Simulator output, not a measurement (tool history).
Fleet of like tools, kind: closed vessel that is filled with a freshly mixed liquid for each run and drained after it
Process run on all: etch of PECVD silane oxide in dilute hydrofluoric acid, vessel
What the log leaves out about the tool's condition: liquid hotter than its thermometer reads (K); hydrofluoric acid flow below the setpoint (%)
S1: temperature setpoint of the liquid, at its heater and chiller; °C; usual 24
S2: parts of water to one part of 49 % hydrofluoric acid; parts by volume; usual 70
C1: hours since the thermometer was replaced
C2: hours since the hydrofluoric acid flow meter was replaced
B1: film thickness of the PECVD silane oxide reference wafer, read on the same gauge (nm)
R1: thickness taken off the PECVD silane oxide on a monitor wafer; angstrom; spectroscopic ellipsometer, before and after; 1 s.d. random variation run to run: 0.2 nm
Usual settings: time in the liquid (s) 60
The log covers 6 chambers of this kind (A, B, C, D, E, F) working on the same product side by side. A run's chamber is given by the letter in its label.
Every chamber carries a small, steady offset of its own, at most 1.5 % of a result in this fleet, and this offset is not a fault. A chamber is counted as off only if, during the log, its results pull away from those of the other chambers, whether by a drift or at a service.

Run 1E, hour 4.4: usual settings; C1 1064.5; C2 1159.7; B1 50.039. Result: R1 444.86 angstrom.
Run 2F, hour 8.3: usual settings; C1 1581.7; C2 784.0; B1 50.006. Result: R1 443.08 angstrom.
Run 3C, hour 10.8: usual settings; C1 1355.6; C2 86.1; B1 49.995. Result: R1 446.52 angstrom.
Run 4B, hour 15.7: usual settings; C1 432.1; C2 1680.8; B1 49.995. Result: R1 439.80 angstrom.
Run 5A, hour 18.4: usual settings but S1 26 °C, S2 85 parts by volume; C1 198.3; C2 775.5; B1 50.001. Result: R1 382.48 angstrom.
Run 6D, hour 22.3: usual settings but S1 26 °C, S2 85 parts by volume; C1 1525.6; C2 581.0; B1 49.998. Result: R1 392.33 angstrom.
Run 7F, hour 27.6: usual settings but S1 26 °C, S2 85 parts by volume; C1 1601.0; C2 803.3; B1 49.996. Result: R1 385.46 angstrom.
Run 8D, hour 32.6: usual settings but S1 26 °C, S2 85 parts by volume; C1 1535.9; C2 591.3; B1 50.021. Result: R1 392.86 angstrom.
Run 9B, hour 35.4: usual settings but S1 26 °C, S2 85 parts by volume; C1 451.8; C2 1700.5; B1 49.974. Result: R1 384.42 angstrom.
Run 10E, hour 40.9: usual settings but S1 26 °C, S2 85 parts by volume; C1 1101.0; C2 1196.2; B1 49.991. Result: R1 391.66 angstrom.
At hour 44.1: chamber E: hydrofluoric acid flow meter replaced.
Run 11A, hour 45.9: usual settings; C1 225.8; C2 803.0; B1 49.987. Result: R1 440.61 angstrom.
Run 12C, hour 51.2: usual settings; C1 1396.0; C2 126.5; B1 49.995. Result: R1 448.22 angstrom.
Run 13E, hour 56.6: usual settings; C1 1116.7; C2 12.5; B1 50.002. Result: R1 448.02 angstrom.
Run 14B, hour 59.7: usual settings but S2 95 parts by volume; C1 476.1; C2 1724.8; B1 49.977. Result: R1 316.73 angstrom.
Run 15F, hour 63.0: usual settings but S2 95 parts by volume; C1 1636.4; C2 838.7; B1 49.992. Result: R1 312.34 angstrom.
Run 16C, hour 67.3: usual settings but S2 95 parts by volume; C1 1412.1; C2 142.6; B1 49.990. Result: R1 320.39 angstrom.
Run 17A, hour 70.2: usual settings but S2 95 parts by volume; C1 250.1; C2 827.3; B1 49.976. Result: R1 312.75 angstrom.
Run 18D, hour 74.1: usual settings but S2 95 parts by volume; C1 1577.4; C2 632.8; B1 49.989. Result: R1 321.24 angstrom.
Run 19D, hour 76.6: usual settings but S2 95 parts by volume; C1 1579.9; C2 635.3; B1 49.999. Result: R1 321.39 angstrom.
Run 20E, hour 81.5: usual settings; C1 1141.6; C2 37.4; B1 50.021. Result: R1 448.28 angstrom.
Run 21F, hour 84.3: usual settings; C1 1657.7; C2 860.0; B1 50.000. Result: R1 439.76 angstrom.
Run 22A, hour 87.5: usual settings; C1 267.4; C2 844.6; B1 49.982. Result: R1 441.64 angstrom.
Run 23C, hour 92.6: usual settings; C1 1437.4; C2 167.9; B1 50.010. Result: R1 449.49 angstrom.
At hour 93.2: chamber D: hydrofluoric acid flow meter replaced.
Run 24B, hour 96.3: usual settings; C1 512.7; C2 1761.4; B1 50.010. Result: R1 441.61 angstrom.
Run 25C, hour 101.7: usual settings; C1 1446.5; C2 177.0; B1 49.965. Result: R1 446.80 angstrom.
Run 26A, hour 104.8: usual settings; C1 284.7; C2 861.9; B1 50.015. Result: R1 436.95 angstrom.
Run 27D, hour 107.5: usual settings; C1 1610.8; C2 14.3; B1 50.003. Result: R1 451.30 angstrom.
At hour 109.1: chamber D: thermometer replaced.
Run 28E, hour 110.3: usual settings; C1 1170.4; C2 66.2; B1 49.977. Result: R1 447.87 angstrom.
Run 29F, hour 113.5: usual settings; C1 1686.9; C2 889.2; B1 50.010. Result: R1 439.25 angstrom.
Run 30B, hour 117.5: usual settings but time in the liquid (s) 75; C1 533.9; C2 1782.6; B1 49.997. Result: R1 547.06 angstrom.
Run 31F, hour 122.4: usual settings but time in the liquid (s) 75; C1 1695.8; C2 898.1; B1 50.006. Result: R1 553.05 angstrom.
Run 32D, hour 127.2: usual settings but time in the liquid (s) 75; C1 18.2; C2 34.0; B1 50.018. Result: R1 559.53 angstrom.
Run 33B, hour 129.9: usual settings but time in the liquid (s) 75; C1 546.3; C2 1795.0; B1 49.995. Result: R1 552.38 angstrom.
Run 34A, hour 132.5: usual settings but time in the liquid (s) 75; C1 312.4; C2 889.6; B1 49.978. Result: R1 556.65 angstrom.
Run 35C, hour 137.6: usual settings but time in the liquid (s) 75; C1 1482.4; C2 212.9; B1 49.985. Result: R1 558.09 angstrom.
Run 36E, hour 142.4: usual settings but S2 45 parts by volume; C1 1202.5; C2 98.3; B1 50.002. Result: R1 708.20 angstrom.
Run 37A, hour 146.4: usual settings but S2 45 parts by volume; C1 326.3; C2 903.5; B1 49.974. Result: R1 714.84 angstrom.
Run 38F, hour 152.1: usual settings but S2 45 parts by volume; C1 1725.5; C2 927.8; B1 50.015. Result: R1 715.19 angstrom.
Run 39C, hour 157.9: usual settings but S2 45 parts by volume; C1 1502.7; C2 233.2; B1 49.983. Result: R1 716.89 angstrom.

Each of the 6 chambers runs these same settings next. Fill in every chamber's results:
Run 40A, hour 162.1: usual settings but time in the liquid (s) 45. Result: R1 ?.
Run 40B, hour 162.1: usual settings but time in the liquid (s) 45. Result: R1 ?.
Run 40C, hour 162.1: usual settings but time in the liquid (s) 45. Result: R1 ?.
Run 40D, hour 162.1: usual settings but time in the liquid (s) 45. Result: R1 ?.
Run 40E, hour 162.1: usual settings but time in the liquid (s) 45. Result: R1 ?.
Run 40F, hour 162.1: usual settings but time in the liquid (s) 45. Result: R1 ?.

run      R1
40A  329.82
40B  330.46
40C  337.54
40D  335.64
40E  336.87
40F  332.32
